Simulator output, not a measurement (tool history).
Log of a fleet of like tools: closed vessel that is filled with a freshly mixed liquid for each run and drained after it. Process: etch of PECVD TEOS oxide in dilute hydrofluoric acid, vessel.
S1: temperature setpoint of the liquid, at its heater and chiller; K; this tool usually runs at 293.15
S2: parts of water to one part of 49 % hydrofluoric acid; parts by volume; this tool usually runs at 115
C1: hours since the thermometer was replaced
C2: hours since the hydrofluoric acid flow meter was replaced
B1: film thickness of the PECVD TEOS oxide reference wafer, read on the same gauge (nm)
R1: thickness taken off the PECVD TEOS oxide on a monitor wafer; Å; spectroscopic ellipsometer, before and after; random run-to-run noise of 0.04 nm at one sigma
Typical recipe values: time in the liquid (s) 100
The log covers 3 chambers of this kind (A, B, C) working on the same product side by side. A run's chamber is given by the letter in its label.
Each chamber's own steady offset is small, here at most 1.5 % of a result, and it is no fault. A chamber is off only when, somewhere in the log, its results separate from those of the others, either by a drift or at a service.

-- hour=0.5 chamber A: hydrofluoric acid flow meter replaced
run 1A hour=9.0 | S1=293.15 S2=115 time_in_the_liquid_(s)=100 | C1=2302.2 C2=8.5 | B1=140.02 | R1=83.806
run 2B hour=18.2 | S1=293.15 S2=115 time_in_the_liquid_(s)=100 | C1=1089.8 C2=401.4 | B1=140.01 | R1=82.481
run 3C hour=28.9 | S1=293.15 S2=115 time_in_the_liquid_(s)=100 | C1=910.2 C2=130.7 | B1=140.01 | R1=84.186
run 4B hour=36.4 | S1=293.15 S2=115 time_in_the_liquid_(s)=100 | C1=1108.0 C2=419.6 | B1=139.99 | R1=82.398
run 5A hour=49.0 | S1=293.15 S2=115 time_in_the_liquid_(s)=100 | C1=2342.2 C2=48.5 | B1=139.98 | R1=83.505
run 6C hour=59.0 | S1=293.15 S2=115 time_in_the_liquid_(s)=100 | C1=940.3 C2=160.8 | B1=139.99 | R1=83.501
run 7B hour=66.4 | S1=293.15 S2=115 time_in_the_liquid_(s)=100 | C1=1138.0 C2=449.6 | B1=140.00 | R1=81.820
run 8A hour=73.1 | S1=293.15 S2=115 time_in_the_liquid_(s)=100 | C1=2366.3 C2=72.6 | B1=140.02 | R1=82.941
run 9C hour=85.4 | S1=293.15 S2=115 time_in_the_liquid_(s)=100 | C1=966.7 C2=187.2 | B1=139.98 | R1=84.790
run 10C hour=95.7 | S1=293.15 S2=115 time_in_the_liquid_(s)=100 | C1=977.0 C2=197.5 | B1=139.99 | R1=84.327
run 11B hour=104.9 | S1=293.15 S2=115 time_in_the_liquid_(s)=100 | C1=1176.5 C2=488.1 | B1=139.99 | R1=82.968
run 12A hour=119.3 | S1=293.15 S2=115 time_in_the_liquid_(s)=100 | C1=2412.5 C2=118.8 | B1=140.00 | R1=82.938
run 13B hour=126.8 | S1=293.15 S2=115 time_in_the_liquid_(s)=100 | C1=1198.4 C2=510.0 | B1=139.98 | R1=82.400
-- hour=127.3 chamber B: hydrofluoric acid flow meter replaced
run 14A hour=133.8 | S1=293.15 S2=115 time_in_the_liquid_(s)=100 | C1=2427.0 C2=133.3 | B1=140.01 | R1=83.409
-- hour=134.7 chamber A: thermometer replaced
run 15C hour=140.4 | S1=293.15 S2=115 time_in_the_liquid_(s)=100 | C1=1021.7 C2=242.2 | B1=139.99 | R1=84.347
-- hour=150.0 chamber B: thermometer replaced
run 16C hour=153.3 | S1=293.15 S2=115 time_in_the_liquid_(s)=100 | C1=1034.6 C2=255.1 | B1=139.99 | R1=84.511
run 17B hour=168.2 | S1=293.15 S2=160 time_in_the_liquid_(s)=100 | C1=18.2 C2=40.9 | B1=140.00 | R1=55.730
run 18A hour=174.6 | S1=293.15 S2=160 time_in_the_liquid_(s)=100 | C1=39.9 C2=174.1 | B1=140.00 | R1=57.326
run 19A hour=186.3 | S1=293.15 S2=160 time_in_the_liquid_(s)=100 | C1=51.6 C2=185.8 | B1=140.02 | R1=57.634
run 20C hour=195.8 | S1=291.65 S2=115 time_in_the_liquid_(s)=100 | C1=1077.1 C2=297.6 | B1=140.02 | R1=79.747
run 21B hour=205.8 | S1=291.65 S2=115 time_in_the_liquid_(s)=100 | C1=55.8 C2=78.5 | B1=139.99 | R1=77.880
run 22A hour=219.8 | S1=291.65 S2=115 time_in_the_liquid_(s)=100 | C1=85.1 C2=219.3 | B1=140.02 | R1=77.602
run 23B hour=230.4 | S1=293.15 S2=115 time_in_the_liquid_(s)=100 | C1=80.4 C2=103.1 | B1=139.99 | R1=82.225
run 24C hour=238.1 | S1=293.15 S2=115 time_in_the_liquid_(s)=100 | C1=1119.4 C2=339.9 | B1=139.96 | R1=85.656
run 25B hour=246.7 | S1=293.15 S2=115 time_in_the_liquid_(s)=100 | C1=96.7 C2=119.4 | B1=139.99 | R1=82.012
run 26C hour=260.4 | S1=293.15 S2=115 time_in_the_liquid_(s)=100 | C1=1141.7 C2=362.2 | B1=140.00 | R1=85.711
run 27A hour=271.4 | S1=293.15 S2=115 time_in_the_liquid_(s)=100 | C1=136.7 C2=270.9 | B1=139.97 | R1=83.658
run 28C hour=282.3 | S1=293.15 S2=115 time_in_the_liquid_(s)=100 | C1=1163.6 C2=384.1 | B1=139.98 | R1=85.450
run 29A hour=289.8 | S1=293.15 S2=115 time_in_the_liquid_(s)=100 | C1=155.1 C2=289.3 | B1=140.00 | R1=82.684
run 30B hour=297.1 | S1=293.15 S2=115 time_in_the_liquid_(s)=100 | C1=147.1 C2=169.8 | B1=139.98 | R1=82.511
run 31C hour=309.1 | S1=293.15 S2=115 time_in_the_liquid_(s)=100 | C1=1190.4 C2=410.9 | B1=140.03 | R1=85.794
run 32A hour=320.4 | S1=293.15 S2=85 time_in_the_liquid_(s)=135 | C1=185.7 C2=319.9 | B1=139.98 | R1=155.680
run 33B hour=334.9 | S1=293.15 S2=85 time_in_the_liquid_(s)=135 | C1=184.9 C2=207.6 | B1=139.99 | R1=157.090
run 34A hour=344.9 | S1=293.15 S2=85 time_in_the_liquid_(s)=135 | C1=210.2 C2=344.4 | B1=140.01 | R1=155.980
run 35B hour=352.7 | S1=293.15 S2=115 time_in_the_liquid_(s)=100 | C1=202.7 C2=225.4 | B1=139.99 | R1=82.441
run 36C hour=364.8 | S1=293.15 S2=115 time_in_the_liquid_(s)=100 | C1=1246.1 C2=466.6 | B1=140.02 | R1=86.250
run 37C hour=376.2 | S1=293.15 S2=115 time_in_the_liquid_(s)=100 | C1=1257.5 C2=478.0 | B1=140.01 | R1=86.456
run 38A hour=383.5 | S1=293.15 S2=115 time_in_the_liquid_(s)=100 | C1=248.8 C2=383.0 | B1=140.03 | R1=84.121
run 39B hour=394.9 | S1=293.15 S2=115 time_in_the_liquid_(s)=100 | C1=244.9 C2=267.6 | B1=140.02 | R1=82.498
run 40A hour=404.0 | S1=296.15 S2=155 time_in_the_liquid_(s)=100 | C1=269.3 C2=403.5 | B1=140.01 | R1=67.361
run 41B hour=415.8 | S1=296.15 S2=155 time_in_the_liquid_(s)=100 | C1=265.8 C2=288.5 | B1=140.02 | R1=65.205
run 42C hour=423.2 | S1=296.15 S2=155 time_in_the_liquid_(s)=100 | C1=1304.5 C2=525.0 | B1=139.97 | R1=69.709
run 43C hour=436.4 | S1=293.15 S2=115 time_in_the_liquid_(s)=100 | C1=1317.7 C2=538.2 | B1=139.98 | R1=87.069
run 44B hour=443.6 | S1=293.15 S2=115 time_in_the_liquid_(s)=100 | C1=293.6 C2=316.3 | B1=139.99 | R1=83.051

The same settings go to every chamber for the next run, one line per chamber below. Forecast the results for each:
run 45A hour=454.2 | S1=293.15 S2=115 time_in_the_liquid_(s)=100 | R1=?
run 45B hour=454.2 | S1=293.15 S2=115 time_in_the_liquid_(s)=100 | R1=?
run 45C hour=454.2 | S1=293.15 S2=115 time_in_the_liquid_(s)=100 | R1=?

run=45A R1=82.904
run=45B R1=83.205
run=45C R1=87.266
